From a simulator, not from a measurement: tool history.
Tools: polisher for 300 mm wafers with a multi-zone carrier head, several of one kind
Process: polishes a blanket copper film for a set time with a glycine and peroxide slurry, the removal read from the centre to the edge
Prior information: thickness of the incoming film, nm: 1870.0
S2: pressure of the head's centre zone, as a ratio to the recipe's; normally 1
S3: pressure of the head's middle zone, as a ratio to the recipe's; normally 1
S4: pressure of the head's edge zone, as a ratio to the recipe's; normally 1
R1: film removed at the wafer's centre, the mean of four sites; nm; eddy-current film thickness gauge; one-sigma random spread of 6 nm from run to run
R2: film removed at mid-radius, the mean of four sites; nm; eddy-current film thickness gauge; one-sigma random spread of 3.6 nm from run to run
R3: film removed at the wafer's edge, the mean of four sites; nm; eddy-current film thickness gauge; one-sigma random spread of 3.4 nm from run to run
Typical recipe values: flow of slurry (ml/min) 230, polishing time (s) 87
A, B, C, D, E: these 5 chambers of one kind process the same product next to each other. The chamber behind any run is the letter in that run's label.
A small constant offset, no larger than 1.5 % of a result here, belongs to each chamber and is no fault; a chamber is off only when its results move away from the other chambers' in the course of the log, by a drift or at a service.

{"run": "1B", "day": 0.404, "flow of slurry (ml/min)": 230, "S2": 1, "S3": 1, "S4": 1, "polishing time (s)": 87, "R1": 515.5, "R2": 524, "R3": 513.69}
{"day": 0.667, "done": "chamber C: slurry nozzle cleaned"}
{"run": "2C", "day": 0.854, "flow of slurry (ml/min)": 230, "S2": 1, "S3": 1, "S4": 1, "polishing time (s)": 87, "R1": 534.74, "R2": 510.3, "R3": 523.47}
{"day": 0.975, "done": "chamber A: worn pad replaced by a new one"}
{"run": "3D", "day": 1.088, "flow of slurry (ml/min)": 230, "S2": 1, "S3": 1, "S4": 1, "polishing time (s)": 87, "R1": 517.18, "R2": 520.12, "R3": 518.69}
{"run": "4E", "day": 1.425, "flow of slurry (ml/min)": 230, "S2": 1, "S3": 1, "S4": 1, "polishing time (s)": 87, "R1": 520.68, "R2": 526.22, "R3": 523.89}
{"day": 1.729, "done": "chamber C: worn pad replaced by a new one"}
{"run": "5A", "day": 1.762, "flow of slurry (ml/min)": 230, "S2": 1, "S3": 0.94, "S4": 0.96, "polishing time (s)": 87, "R1": 523.95, "R2": 493.36, "R3": 509.35}
{"day": 1.958, "done": "chamber D: worn pad replaced by a new one"}
{"day": 2.133, "done": "chamber E: worn pad replaced by a new one"}
{"run": "6D", "day": 2.183, "flow of slurry (ml/min)": 230, "S2": 1, "S3": 0.94, "S4": 0.96, "polishing time (s)": 87, "R1": 515.49, "R2": 488.84, "R3": 512.53}
{"day": 2.317, "done": "chamber C: centre zone pressure recalibrated"}
{"run": "7C", "day": 2.471, "flow of slurry (ml/min)": 230, "S2": 1, "S3": 0.94, "S4": 0.96, "polishing time (s)": 87, "R1": 516.46, "R2": 491.64, "R3": 516.9}
{"run": "8E", "day": 2.708, "flow of slurry (ml/min)": 230, "S2": 1, "S3": 0.94, "S4": 0.96, "polishing time (s)": 87, "R1": 524.59, "R2": 497.15, "R3": 505.01}
{"run": "9B", "day": 2.975, "flow of slurry (ml/min)": 230, "S2": 1, "S3": 0.94, "S4": 0.96, "polishing time (s)": 87, "R1": 513.14, "R2": 494.54, "R3": 507.56}
{"day": 3.038, "done": "chamber B: worn pad replaced by a new one"}
{"run": "10A", "day": 3.188, "flow of slurry (ml/min)": 230, "S2": 1, "S3": 1, "S4": 1, "polishing time (s)": 87, "R1": 512.74, "R2": 523.54, "R3": 514.68}
{"run": "11B", "day": 3.521, "flow of slurry (ml/min)": 230, "S2": 1, "S3": 1, "S4": 1, "polishing time (s)": 87, "R1": 519.21, "R2": 524.48, "R3": 520.97}
{"day": 3.842, "done": "chamber E: centre zone pressure recalibrated"}
{"run": "12D", "day": 3.871, "flow of slurry (ml/min)": 230, "S2": 1, "S3": 1, "S4": 1, "polishing time (s)": 87, "R1": 522.83, "R2": 516.26, "R3": 524.68}
{"run": "13A", "day": 4.2, "flow of slurry (ml/min)": 230, "S2": 1, "S3": 1, "S4": 1, "polishing time (s)": 87, "R1": 515.28, "R2": 517.15, "R3": 516.49}
{"day": 4.383, "done": "chamber C: worn pad replaced by a new one"}
{"run": "14C", "day": 4.562, "flow of slurry (ml/min)": 230, "S2": 1, "S3": 1, "S4": 1, "polishing time (s)": 87, "R1": 531.54, "R2": 516.66, "R3": 523.34}
{"run": "15E", "day": 4.917, "flow of slurry (ml/min)": 230, "S2": 1, "S3": 1, "S4": 1, "polishing time (s)": 87, "R1": 526.93, "R2": 528.37, "R3": 522.94}
{"day": 5.112, "done": "chamber C: edge zone pressure recalibrated"}
{"run": "16A", "day": 5.35, "flow of slurry (ml/min)": 230, "S2": 1, "S3": 1, "S4": 1, "polishing time (s)": 87, "R1": 511.24, "R2": 529.65, "R3": 519.69}
{"day": 5.421, "done": "chamber D: slurry nozzle cleaned"}
{"day": 5.629, "done": "chamber D: worn pad replaced by a new one"}
{"day": 5.7, "done": "chamber E: worn pad replaced by a new one"}
{"run": "17C", "day": 5.717, "flow of slurry (ml/min)": 230, "S2": 1, "S3": 1, "S4": 1, "polishing time (s)": 87, "R1": 525.88, "R2": 515, "R3": 519.51}
{"day": 5.962, "done": "chamber A: worn pad replaced by a new one"}
{"run": "18D", "day": 6.038, "flow of slurry (ml/min)": 230, "S2": 1, "S3": 1, "S4": 1, "polishing time (s)": 87, "R1": 517.94, "R2": 526.5, "R3": 523.59}
{"run": "19B", "day": 6.267, "flow of slurry (ml/min)": 230, "S2": 1, "S3": 1, "S4": 1, "polishing time (s)": 87, "R1": 520.2, "R2": 522.39, "R3": 515.92}
{"run": "20E", "day": 6.5, "flow of slurry (ml/min)": 230, "S2": 1, "S3": 0.94, "S4": 1.07, "polishing time (s)": 87, "R1": 530.99, "R2": 493.27, "R3": 548.98}
{"run": "21C", "day": 6.942, "flow of slurry (ml/min)": 230, "S2": 1, "S3": 0.94, "S4": 1.07, "polishing time (s)": 87, "R1": 512.42, "R2": 490.01, "R3": 536.06}
{"run": "22E", "day": 7.338, "flow of slurry (ml/min)": 230, "S2": 1, "S3": 0.94, "S4": 1.07, "polishing time (s)": 87, "R1": 521.67, "R2": 491.71, "R3": 541.12}
{"run": "23B", "day": 7.675, "flow of slurry (ml/min)": 230, "S2": 1, "S3": 0.94, "S4": 1.07, "polishing time (s)": 87, "R1": 510.98, "R2": 483.83, "R3": 529.41}
{"day": 7.729, "done": "chamber A: centre zone pressure recalibrated"}
{"day": 7.733, "done": "chamber C: worn pad replaced by a new one"}
{"day": 7.771, "done": "chamber B: worn pad replaced by a new one"}
{"run": "24D", "day": 7.892, "flow of slurry (ml/min)": 230, "S2": 1, "S3": 0.94, "S4": 1.07, "polishing time (s)": 87, "R1": 512.92, "R2": 493.56, "R3": 546.38}
{"run": "25A", "day": 8.346, "flow of slurry (ml/min)": 230, "S2": 1, "S3": 1, "S4": 1, "polishing time (s)": 87, "R1": 521.71, "R2": 525.87, "R3": 516.06}
{"run": "26B", "day": 8.712, "flow of slurry (ml/min)": 230, "S2": 1, "S3": 1, "S4": 1, "polishing time (s)": 87, "R1": 501.55, "R2": 501.07, "R3": 506.17}
{"run": "27D", "day": 9.004, "flow of slurry (ml/min)": 230, "S2": 1, "S3": 1, "S4": 1, "polishing time (s)": 87, "R1": 516.76, "R2": 529.25, "R3": 521.44}
{"run": "28A", "day": 9.408, "flow of slurry (ml/min)": 230, "S2": 1, "S3": 1, "S4": 1, "polishing time (s)": 87, "R1": 519.16, "R2": 522.78, "R3": 524.64}
{"day": 9.45, "done": "chamber E: worn pad replaced by a new one"}
{"day": 9.646, "done": "chamber E: slurry nozzle cleaned"}
{"run": "29C", "day": 9.671, "flow of slurry (ml/min)": 230, "S2": 1, "S3": 1, "S4": 1, "polishing time (s)": 87, "R1": 521.32, "R2": 521.96, "R3": 521.58}
{"run": "30E", "day": 9.908, "flow of slurry (ml/min)": 230, "S2": 1, "S3": 1, "S4": 1, "polishing time (s)": 87, "R1": 516.69, "R2": 524.8, "R3": 524.55}
{"day": 10.021, "done": "chamber D: worn pad replaced by a new one"}
{"run": "31D", "day": 10.258, "flow of slurry (ml/min)": 230, "S2": 1, "S3": 0.91, "S4": 0.89, "polishing time (s)": 87, "R1": 517.34, "R2": 485.43, "R3": 497.36}
{"day": 10.575, "done": "chamber A: worn pad replaced by a new one"}
{"run": "32A", "day": 10.579, "flow of slurry (ml/min)": 230, "S2": 1, "S3": 0.91, "S4": 0.89, "polishing time (s)": 87, "R1": 518.18, "R2": 478.27, "R3": 492.45}
{"run": "33C", "day": 10.846, "flow of slurry (ml/min)": 230, "S2": 1, "S3": 0.91, "S4": 0.89, "polishing time (s)": 87, "R1": 521.1, "R2": 472.32, "R3": 488.88}
{"day": 10.933, "done": "chamber C: worn pad replaced by a new one"}
{"run": "34B", "day": 11.054, "flow of slurry (ml/min)": 230, "S2": 1, "S3": 0.91, "S4": 0.89, "polishing time (s)": 87, "R1": 488.38, "R2": 452.85, "R3": 470.8}
{"run": "35E", "day": 11.342, "flow of slurry (ml/min)": 230, "S2": 1, "S3": 0.91, "S4": 0.89, "polishing time (s)": 87, "R1": 530.34, "R2": 478.66, "R3": 494.71}
{"run": "36E", "day": 11.738, "flow of slurry (ml/min)": 230, "S2": 1, "S3": 1, "S4": 1, "polishing time (s)": 87, "R1": 526.67, "R2": 515.05, "R3": 527.46}
{"run": "37A", "day": 12.05, "flow of slurry (ml/min)": 230, "S2": 1, "S3": 1, "S4": 1, "polishing time (s)": 87, "R1": 519.55, "R2": 528.55, "R3": 515.11}
{"run": "38B", "day": 12.404, "flow of slurry (ml/min)": 230, "S2": 1, "S3": 1, "S4": 1, "polishing time (s)": 87, "R1": 484.6, "R2": 489.34, "R3": 489.5}
{"day": 12.642, "done": "chamber E: worn pad replaced by a new one"}
{"run": "39C", "day": 12.65, "flow of slurry (ml/min)": 230, "S2": 1, "S3": 1, "S4": 1, "polishing time (s)": 87, "R1": 507.53, "R2": 513.92, "R3": 519.33}
{"run": "40D", "day": 13.079, "flow of slurry (ml/min)": 230, "S2": 1, "S3": 1, "S4": 1, "polishing time (s)": 87, "R1": 523.31, "R2": 525.23, "R3": 525.47}
{"run": "41C", "day": 13.342, "flow of slurry (ml/min)": 230, "S2": 1, "S3": 1, "S4": 1, "polishing time (s)": 87, "R1": 513.84, "R2": 508.86, "R3": 512.7}
{"run": "42D", "day": 13.562, "flow of slurry (ml/min)": 230, "S2": 1, "S3": 1, "S4": 1, "polishing time (s)": 87, "R1": 522.21, "R2": 524.1, "R3": 525.21}
{"run": "43E", "day": 13.9, "flow of slurry (ml/min)": 230, "S2": 1, "S3": 1, "S4": 1, "polishing time (s)": 87, "R1": 528.11, "R2": 523.18, "R3": 524.42}

Which is it: a chamber that has drifted or been left off by a service, a gauge drift common to all chambers, or only each chamber's usual small offset? If a chamber is off, name it and its likeliest cause.

One chamber, B, drifts off from the rest bit by bit.
Cause: slurry flow missing at the pad, % = 40.1.

Chamber B could run next with any of the 4 candidate recipes listed below; each alters the usual settings, and their results appear as question marks. Which one brings its results back in line with what the other chambers deliver on the usual settings?
A result is in line if it is within this distance of the other chambers' mean on the usual settings: R1 21 nm; R2 13 nm; R3 12 nm
{"run": "44B-1", "day": 14.238, "flow of slurry (ml/min)": 235, "S2": 1.02, "S3": 1, "S4": 1, "polishing time (s)": 94, "R1": "?", "R2": "?", "R3": "?"}
{"run": "44B-2", "day": 14.238, "flow of slurry (ml/min)": 235, "S2": 1.01, "S3": 1, "S4": 1, "polishing time (s)": 90, "R1": "?", "R2": "?", "R3": "?"}
{"run": "44B-3", "day": 14.238, "flow of slurry (ml/min)": 225, "S2": 0.99, "S3": 1, "S4": 1, "polishing time (s)": 84, "R1": "?", "R2": "?", "R3": "?"}
{"run": "44B-4", "day": 14.238, "flow of slurry (ml/min)": 225, "S2": 0.98, "S3": 0.99, "S4": 1.01, "polishing time (s)": 81, "R1": "?", "R2": "?", "R3": "?"}

The other chambers' mean on the usual settings: R1 519.17 nm; R2 521.73 nm; R3 520.89 nm
run=44B-1 R1=518.47 R2=520.74 R3=523
run=44B-2 R1=491.08 R2=498.61 R3=500.74
run=44B-3 R1=443.86 R2=461.27 R3=464.4
run=44B-4 R1=423.23 R2=440.67 R3=450.26
44B-1 is the one that brings the chamber's results back in line with the other chambers.

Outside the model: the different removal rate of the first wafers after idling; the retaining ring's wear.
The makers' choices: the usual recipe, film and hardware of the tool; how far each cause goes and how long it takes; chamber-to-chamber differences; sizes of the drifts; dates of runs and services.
